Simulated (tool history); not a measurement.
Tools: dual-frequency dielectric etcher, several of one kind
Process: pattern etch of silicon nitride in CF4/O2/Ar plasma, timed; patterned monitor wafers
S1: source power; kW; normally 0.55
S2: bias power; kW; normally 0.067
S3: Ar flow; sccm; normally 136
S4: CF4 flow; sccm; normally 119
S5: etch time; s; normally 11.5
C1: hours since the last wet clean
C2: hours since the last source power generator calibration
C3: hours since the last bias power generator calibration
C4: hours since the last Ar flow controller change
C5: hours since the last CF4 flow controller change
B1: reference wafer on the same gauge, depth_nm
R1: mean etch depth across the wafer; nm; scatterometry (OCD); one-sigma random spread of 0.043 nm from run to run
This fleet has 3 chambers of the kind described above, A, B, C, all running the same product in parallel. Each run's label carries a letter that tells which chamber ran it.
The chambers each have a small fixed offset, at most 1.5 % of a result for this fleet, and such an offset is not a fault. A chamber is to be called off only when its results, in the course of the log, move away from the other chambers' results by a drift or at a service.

run 1B hour=10.3 | S1=0.55 S2=0.067 S3=136 S4=119 S5=11.5 | C1=87.5 C2=3848.3 C3=907 C4=890.2 C5=2051.1 | B1=23.404 | R1=25.954
run 2C hour=16.5 | S1=0.55 S2=0.067 S3=136 S4=119 S5=11.5 | C1=22.1 C2=1655.3 C3=3250.3 C4=1754.6 C5=491 | B1=23.394 | R1=26.024
run 3A hour=26.6 | S1=0.55 S2=0.067 S3=136 S4=119 S5=11.5 | C1=271.9 C2=2014.9 C3=719.3 C4=3285.2 C5=4734.8 | B1=23.385 | R1=26.44
run 4A hour=38 | S1=0.55 S2=0.067 S3=136 S4=119 S5=11.5 | C1=283.3 C2=2026.3 C3=730.7 C4=3296.6 C5=4746.2 | B1=23.387 | R1=26.393
run 5B hour=44.2 | S1=0.55 S2=0.067 S3=136 S4=119 S5=11.5 | C1=121.4 C2=3882.2 C3=940.9 C4=924.1 C5=2085 | B1=23.387 | R1=25.933
-- hour=49.5 chamber A: source power generator calibrated
run 6C hour=54.1 | S1=0.55 S2=0.067 S3=136 S4=119 S5=11.5 | C1=59.7 C2=1692.9 C3=3287.9 C4=1792.2 C5=528.6 | B1=23.382 | R1=25.999
run 7C hour=64.2 | S1=0.55 S2=0.067 S3=136 S4=119 S5=11.5 | C1=69.8 C2=1703 C3=3298 C4=1802.3 C5=538.7 | B1=23.38 | R1=26.06
run 8B hour=74.3 | S1=0.55 S2=0.057 S3=136 S4=106 S5=11.5 | C1=151.5 C2=3912.3 C3=971 C4=954.2 C5=2115.1 | B1=23.377 | R1=24.04
-- hour=75.8 chamber C: source power generator calibrated
run 9A hour=86.4 | S1=0.55 S2=0.057 S3=136 S4=106 S5=11.5 | C1=331.7 C2=37 C3=779.1 C4=3345 C5=4794.6 | B1=23.368 | R1=24.408
run 10B hour=91.9 | S1=0.55 S2=0.057 S3=136 S4=106 S5=11.5 | C1=169.1 C2=3929.9 C3=988.6 C4=971.8 C5=2132.7 | B1=23.357 | R1=24.045
run 11A hour=97.2 | S1=0.55 S2=0.067 S3=136 S4=119 S5=11.5 | C1=342.5 C2=47.8 C3=789.9 C4=3355.8 C5=4805.4 | B1=23.367 | R1=26.435
run 12C hour=103 | S1=0.55 S2=0.067 S3=136 S4=119 S5=11.5 | C1=108.6 C2=27.2 C3=3336.8 C4=1841.1 C5=577.5 | B1=23.354 | R1=25.997
run 13C hour=110.4 | S1=0.55 S2=0.067 S3=136 S4=119 S5=11.5 | C1=116 C2=34.6 C3=3344.2 C4=1848.5 C5=584.9 | B1=23.356 | R1=25.991
run 14A hour=119.7 | S1=0.55 S2=0.067 S3=136 S4=119 S5=11.5 | C1=365 C2=70.3 C3=812.4 C4=3378.3 C5=4827.9 | B1=23.347 | R1=26.276
run 15B hour=129.5 | S1=0.55 S2=0.067 S3=136 S4=119 S5=11.5 | C1=206.7 C2=3967.5 C3=1026.2 C4=1009.4 C5=2170.3 | B1=23.343 | R1=25.994
run 16B hour=139.5 | S1=0.55 S2=0.067 S3=136 S4=119 S5=11.5 | C1=216.7 C2=3977.5 C3=1036.2 C4=1019.4 C5=2180.3 | B1=23.334 | R1=25.892
run 17C hour=150.1 | S1=0.55 S2=0.067 S3=136 S4=119 S5=11.5 | C1=155.7 C2=74.3 C3=3383.9 C4=1888.2 C5=624.6 | B1=23.345 | R1=25.99
run 18A hour=161.2 | S1=0.55 S2=0.067 S3=136 S4=119 S5=11.5 | C1=406.5 C2=111.8 C3=853.9 C4=3419.8 C5=4869.4 | B1=23.343 | R1=26.233
-- hour=166.9 chamber A: wet clean of the chamber
run 19B hour=173.1 | S1=0.55 S2=0.067 S3=136 S4=119 S5=11.5 | C1=250.3 C2=4011.1 C3=1069.8 C4=1053 C5=2213.9 | B1=23.336 | R1=25.937
run 20A hour=184 | S1=0.55 S2=0.067 S3=136 S4=119 S5=11.5 | C1=17.2 C2=134.6 C3=876.7 C4=3442.6 C5=4892.2 | B1=23.335 | R1=26.268
run 21C hour=193.3 | S1=0.55 S2=0.067 S3=136 S4=119 S5=11.5 | C1=198.9 C2=117.5 C3=3427.1 C4=1931.4 C5=667.8 | B1=23.327 | R1=25.969
-- hour=195.4 chamber C: bias power generator calibrated
-- hour=197.3 chamber B: CF4 flow controller replaced
run 22C hour=202.5 | S1=0.55 S2=0.067 S3=136 S4=119 S5=11.5 | C1=208.1 C2=126.7 C3=7.2 C4=1940.6 C5=677 | B1=23.327 | R1=25.954
run 23A hour=208.2 | S1=0.55 S2=0.067 S3=136 S4=119 S5=11.5 | C1=41.4 C2=158.8 C3=900.9 C4=3466.8 C5=4916.4 | B1=23.32 | R1=26.344
run 24B hour=219 | S1=0.55 S2=0.067 S3=136 S4=119 S5=11.5 | C1=296.2 C2=4057 C3=1115.7 C4=1098.9 C5=21.8 | B1=23.308 | R1=25.939
run 25A hour=229.6 | S1=0.55 S2=0.067 S3=136 S4=119 S5=11.5 | C1=62.8 C2=180.2 C3=922.3 C4=3488.2 C5=4937.8 | B1=23.316 | R1=26.333
run 26C hour=239.2 | S1=0.55 S2=0.067 S3=136 S4=119 S5=11.5 | C1=244.8 C2=163.4 C3=43.9 C4=1977.3 C5=713.7 | B1=23.301 | R1=25.915
run 27B hour=251.2 | S1=0.55 S2=0.067 S3=136 S4=119 S5=11.5 | C1=328.4 C2=4089.2 C3=1147.9 C4=1131.1 C5=54 | B1=23.295 | R1=25.94
run 28C hour=263 | S1=0.55 S2=0.067 S3=136 S4=119 S5=11.5 | C1=268.6 C2=187.2 C3=67.7 C4=2001.1 C5=737.5 | B1=23.289 | R1=25.987
run 29A hour=273.2 | S1=0.55 S2=0.067 S3=136 S4=119 S5=11.5 | C1=106.4 C2=223.8 C3=965.9 C4=3531.8 C5=4981.4 | B1=23.299 | R1=26.313
run 30B hour=283.7 | S1=0.55 S2=0.067 S3=136 S4=119 S5=11.5 | C1=360.9 C2=4121.7 C3=1180.4 C4=1163.6 C5=86.5 | B1=23.294 | R1=25.89
run 31C hour=290.6 | S1=0.55 S2=0.067 S3=136 S4=119 S5=11.5 | C1=296.2 C2=214.8 C3=95.3 C4=2028.7 C5=765.1 | B1=23.286 | R1=25.959
run 32A hour=295.8 | S1=0.55 S2=0.067 S3=136 S4=119 S5=11.5 | C1=129 C2=246.4 C3=988.5 C4=3554.4 C5=5004 | B1=23.278 | R1=26.253
run 33B hour=302 | S1=0.55 S2=0.067 S3=136 S4=119 S5=11.5 | C1=379.2 C2=4140 C3=1198.7 C4=1181.9 C5=104.8 | B1=23.286 | R1=25.823
run 34A hour=311.6 | S1=0.42 S2=0.067 S3=136 S4=119 S5=15 | C1=144.8 C2=262.2 C3=1004.3 C4=3570.2 C5=5019.8 | B1=23.272 | R1=27.153
run 35B hour=323.4 | S1=0.42 S2=0.067 S3=136 S4=119 S5=15 | C1=400.6 C2=4161.4 C3=1220.1 C4=1203.3 C5=126.2 | B1=23.268 | R1=26.725
run 36C hour=332.2 | S1=0.42 S2=0.067 S3=136 S4=119 S5=15 | C1=337.8 C2=256.4 C3=136.9 C4=2070.3 C5=806.7 | B1=23.262 | R1=26.89
run 37A hour=343.9 | S1=0.55 S2=0.067 S3=136 S4=119 S5=11.5 | C1=177.1 C2=294.5 C3=1036.6 C4=3602.5 C5=5052.1 | B1=23.254 | R1=26.204
-- hour=348.6 chamber B: wet clean of the chamber
run 38B hour=352.1 | S1=0.55 S2=0.053 S3=162 S4=119 S5=11.5 | C1=3.6 C2=4190.1 C3=1248.8 C4=1232 C5=154.9 | B1=23.257 | R1=23.138
run 39C hour=358 | S1=0.55 S2=0.053 S3=162 S4=119 S5=11.5 | C1=363.6 C2=282.2 C3=162.7 C4=2096.1 C5=832.5 | B1=23.252 | R1=23.145
run 40A hour=363.4 | S1=0.55 S2=0.053 S3=162 S4=119 S5=11.5 | C1=196.6 C2=314 C3=1056.1 C4=3622 C5=5071.6 | B1=23.257 | R1=23.376
run 41B hour=374 | S1=0.55 S2=0.067 S3=136 S4=119 S5=11.5 | C1=25.5 C2=4212 C3=1270.7 C4=1253.9 C5=176.8 | B1=23.246 | R1=25.808
run 42C hour=386 | S1=0.55 S2=0.067 S3=136 S4=119 S5=11.5 | C1=391.6 C2=310.2 C3=190.7 C4=2124.1 C5=860.5 | B1=23.235 | R1=25.904

All chambers now run identical settings, listed one chamber a line with results as question marks. What results will each chamber show?
run 43A hour=394.7 | S1=0.55 S2=0.067 S3=136 S4=119 S5=8 | R1=?
run 43B hour=394.7 | S1=0.55 S2=0.067 S3=136 S4=119 S5=8 | R1=?
run 43C hour=394.7 | S1=0.55 S2=0.067 S3=136 S4=119 S5=8 | R1=?

run=43A R1=18.268
run=43B R1=17.969
run=43C R1=18.027

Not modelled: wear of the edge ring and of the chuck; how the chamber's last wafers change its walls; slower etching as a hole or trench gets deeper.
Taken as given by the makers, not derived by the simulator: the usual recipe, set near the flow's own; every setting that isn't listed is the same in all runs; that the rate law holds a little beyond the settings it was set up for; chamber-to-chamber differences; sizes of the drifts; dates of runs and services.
